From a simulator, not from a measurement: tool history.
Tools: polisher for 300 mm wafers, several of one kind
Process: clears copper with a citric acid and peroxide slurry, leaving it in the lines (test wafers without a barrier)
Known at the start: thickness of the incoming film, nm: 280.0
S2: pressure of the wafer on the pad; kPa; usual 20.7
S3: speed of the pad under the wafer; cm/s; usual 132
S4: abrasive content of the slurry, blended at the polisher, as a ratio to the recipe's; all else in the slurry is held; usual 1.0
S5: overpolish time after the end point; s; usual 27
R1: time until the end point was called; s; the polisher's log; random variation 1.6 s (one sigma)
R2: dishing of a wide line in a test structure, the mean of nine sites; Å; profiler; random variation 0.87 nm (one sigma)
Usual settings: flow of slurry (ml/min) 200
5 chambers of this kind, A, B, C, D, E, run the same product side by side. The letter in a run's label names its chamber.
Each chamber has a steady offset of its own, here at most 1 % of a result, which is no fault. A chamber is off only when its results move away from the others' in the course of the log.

run 1C hour=9.1 | flow_of_slurry_(ml/min)=200 S2=20.7 S3=132 S4=1.0 S5=27 | R1=97.995 R2=414.83
run 2B hour=17.2 | flow_of_slurry_(ml/min)=200 S2=20.7 S3=132 S4=1.0 S5=27 | R1=98.754 R2=412.58
-- hour=17.9 chamber D: slurry blender recalibrated
-- hour=21.6 chamber C: slurry blender recalibrated
run 3E hour=24.6 | flow_of_slurry_(ml/min)=200 S2=20.7 S3=132 S4=1.0 S5=27 | R1=102.300 R2=402.20
-- hour=29.1 chamber D: slurry nozzle cleaned
run 4A hour=31.9 | flow_of_slurry_(ml/min)=200 S2=20.7 S3=132 S4=1.0 S5=27 | R1=98.235 R2=407.95
-- hour=36.3 chamber A: worn pad replaced by a new one
-- hour=40.1 chamber D: worn pad replaced by a new one
run 5D hour=40.2 | flow_of_slurry_(ml/min)=200 S2=20.7 S3=132 S4=1.0 S5=27 | R1=98.168 R2=398.90
run 6B hour=45.3 | flow_of_slurry_(ml/min)=200 S2=20.7 S3=132 S4=1.0 S5=27 | R1=96.922 R2=410.89
-- hour=47.8 chamber B: worn pad replaced by a new one
run 7A hour=50.9 | flow_of_slurry_(ml/min)=200 S2=20.7 S3=132 S4=1.0 S5=27 | R1=98.716 R2=423.85
-- hour=53.4 chamber C: worn pad replaced by a new one
run 8E hour=55.9 | flow_of_slurry_(ml/min)=200 S2=20.7 S3=132 S4=0.8 S5=27 | R1=106.560 R2=413.11
run 9C hour=60.7 | flow_of_slurry_(ml/min)=200 S2=20.7 S3=132 S4=0.8 S5=27 | R1=100.790 R2=397.94
run 10D hour=68.1 | flow_of_slurry_(ml/min)=200 S2=20.7 S3=132 S4=0.8 S5=27 | R1=107.850 R2=393.99
run 11D hour=78.1 | flow_of_slurry_(ml/min)=200 S2=20.7 S3=132 S4=0.8 S5=27 | R1=106.800 R2=396.65
run 12A hour=87.7 | flow_of_slurry_(ml/min)=200 S2=20.7 S3=132 S4=0.8 S5=27 | R1=106.810 R2=408.13
-- hour=90.1 chamber A: worn pad replaced by a new one
run 13B hour=97.0 | flow_of_slurry_(ml/min)=200 S2=20.7 S3=92 S4=1.0 S5=27 | R1=136.120 R2=333.10
run 14E hour=106.5 | flow_of_slurry_(ml/min)=200 S2=20.7 S3=92 S4=1.0 S5=27 | R1=142.710 R2=327.31
-- hour=108.8 chamber C: worn pad replaced by a new one
run 15C hour=113.2 | flow_of_slurry_(ml/min)=200 S2=20.7 S3=92 S4=1.0 S5=27 | R1=138.030 R2=317.77
-- hour=113.7 chamber E: worn pad replaced by a new one
run 16B hour=118.0 | flow_of_slurry_(ml/min)=200 S2=20.7 S3=92 S4=1.0 S5=27 | R1=143.730 R2=323.50
-- hour=123.8 chamber B: slurry blender recalibrated
-- hour=125.5 chamber A: slurry blender recalibrated
run 17D hour=127.5 | flow_of_slurry_(ml/min)=200 S2=20.7 S3=92 S4=1.0 S5=27 | R1=143.270 R2=323.16
-- hour=133.9 chamber B: worn pad replaced by a new one
run 18A hour=136.0 | flow_of_slurry_(ml/min)=200 S2=20.7 S3=132 S4=1.0 S5=27 | R1=100.060 R2=411.29
-- hour=143.0 chamber E: slurry blender recalibrated
-- hour=144.7 chamber D: worn pad replaced by a new one
run 19E hour=145.5 | flow_of_slurry_(ml/min)=200 S2=20.7 S3=132 S4=1.0 S5=27 | R1=101.770 R2=419.27
-- hour=151.0 chamber A: worn pad replaced by a new one
run 20C hour=152.3 | flow_of_slurry_(ml/min)=200 S2=26.2 S3=160 S4=1.0 S5=27 | R1=65.462 R2=525.72
run 21C hour=158.8 | flow_of_slurry_(ml/min)=200 S2=26.2 S3=160 S4=1.0 S5=27 | R1=66.323 R2=529.62
run 22D hour=167.6 | flow_of_slurry_(ml/min)=200 S2=26.2 S3=160 S4=1.0 S5=27 | R1=64.583 R2=554.72
run 23B hour=172.9 | flow_of_slurry_(ml/min)=200 S2=26.2 S3=160 S4=1.0 S5=27 | R1=65.998 R2=540.54
-- hour=180.2 chamber C: worn pad replaced by a new one
run 24E hour=180.6 | flow_of_slurry_(ml/min)=200 S2=26.2 S3=160 S4=1.0 S5=27 | R1=66.234 R2=533.10
run 25A hour=188.5 | flow_of_slurry_(ml/min)=200 S2=20.7 S3=132 S4=1.0 S5=27 | R1=98.365 R2=417.47
-- hour=193.6 chamber C: head pressure recalibrated
run 26D hour=196.7 | flow_of_slurry_(ml/min)=200 S2=20.7 S3=132 S4=1.0 S5=27 | R1=98.107 R2=417.97
-- hour=203.1 chamber D: slurry blender recalibrated
run 27C hour=206.4 | flow_of_slurry_(ml/min)=200 S2=20.7 S3=132 S4=1.0 S5=27 | R1=98.198 R2=413.40
-- hour=211.7 chamber A: worn pad replaced by a new one
run 28B hour=215.9 | flow_of_slurry_(ml/min)=150 S2=22.8 S3=132 S4=1.0 S5=27 | R1=92.264 R2=419.08
run 29E hour=224.4 | flow_of_slurry_(ml/min)=150 S2=22.8 S3=132 S4=1.0 S5=27 | R1=92.857 R2=431.19
-- hour=224.9 chamber A: slurry nozzle cleaned
run 30A hour=231.3 | flow_of_slurry_(ml/min)=150 S2=22.8 S3=132 S4=1.0 S5=27 | R1=91.984 R2=419.87
-- hour=239.5 chamber B: slurry blender recalibrated
run 31E hour=240.6 | flow_of_slurry_(ml/min)=150 S2=22.8 S3=132 S4=1.0 S5=27 | R1=91.098 R2=432.60
-- hour=243.5 chamber B: worn pad replaced by a new one
-- hour=245.0 chamber C: worn pad replaced by a new one
run 32A hour=250.1 | flow_of_slurry_(ml/min)=150 S2=22.8 S3=132 S4=1.0 S5=27 | R1=94.422 R2=430.11
run 33B hour=256.8 | flow_of_slurry_(ml/min)=200 S2=20.7 S3=132 S4=1.0 S5=27 | R1=97.018 R2=423.10
-- hour=259.8 chamber A: slurry blender recalibrated
-- hour=262.5 chamber D: slurry nozzle cleaned
run 34C hour=266.0 | flow_of_slurry_(ml/min)=200 S2=23.4 S3=168 S4=1.0 S5=27 | R1=71.619 R2=502.41
run 35D hour=274.4 | flow_of_slurry_(ml/min)=200 S2=23.4 S3=168 S4=1.0 S5=27 | R1=67.950 R2=538.27
-- hour=275.3 chamber D: worn pad replaced by a new one
-- hour=277.2 chamber A: worn pad replaced by a new one
run 36A hour=281.0 | flow_of_slurry_(ml/min)=200 S2=23.4 S3=168 S4=1.0 S5=27 | R1=69.661 R2=525.27
run 37C hour=290.6 | flow_of_slurry_(ml/min)=200 S2=23.4 S3=168 S4=1.0 S5=27 | R1=68.336 R2=516.95
run 38B hour=295.0 | flow_of_slurry_(ml/min)=200 S2=23.4 S3=168 S4=1.0 S5=27 | R1=67.424 R2=511.56
run 39D hour=303.4 | flow_of_slurry_(ml/min)=200 S2=20.7 S3=132 S4=1.0 S5=27 | R1=98.712 R2=415.57

All 5 chambers run these settings next. Forecast each chamber's results:
run 40A hour=310.5 | flow_of_slurry_(ml/min)=200 S2=20.7 S3=132 S4=1.0 S5=27 | R1=? R2=?
run 40B hour=310.5 | flow_of_slurry_(ml/min)=200 S2=20.7 S3=132 S4=1.0 S5=27 | R1=? R2=?
run 40C hour=310.5 | flow_of_slurry_(ml/min)=200 S2=20.7 S3=132 S4=1.0 S5=27 | R1=? R2=?
run 40D hour=310.5 | flow_of_slurry_(ml/min)=200 S2=20.7 S3=132 S4=1.0 S5=27 | R1=? R2=?
run 40E hour=310.5 | flow_of_slurry_(ml/min)=200 S2=20.7 S3=132 S4=1.0 S5=27 | R1=? R2=?

run=40A R1=98.943 R2=414.38
run=40B R1=98.747 R2=415.87
run=40C R1=97.334 R2=412.17
run=40D R1=101.290 R2=415.75
run=40E R1=96.967 R2=409.48
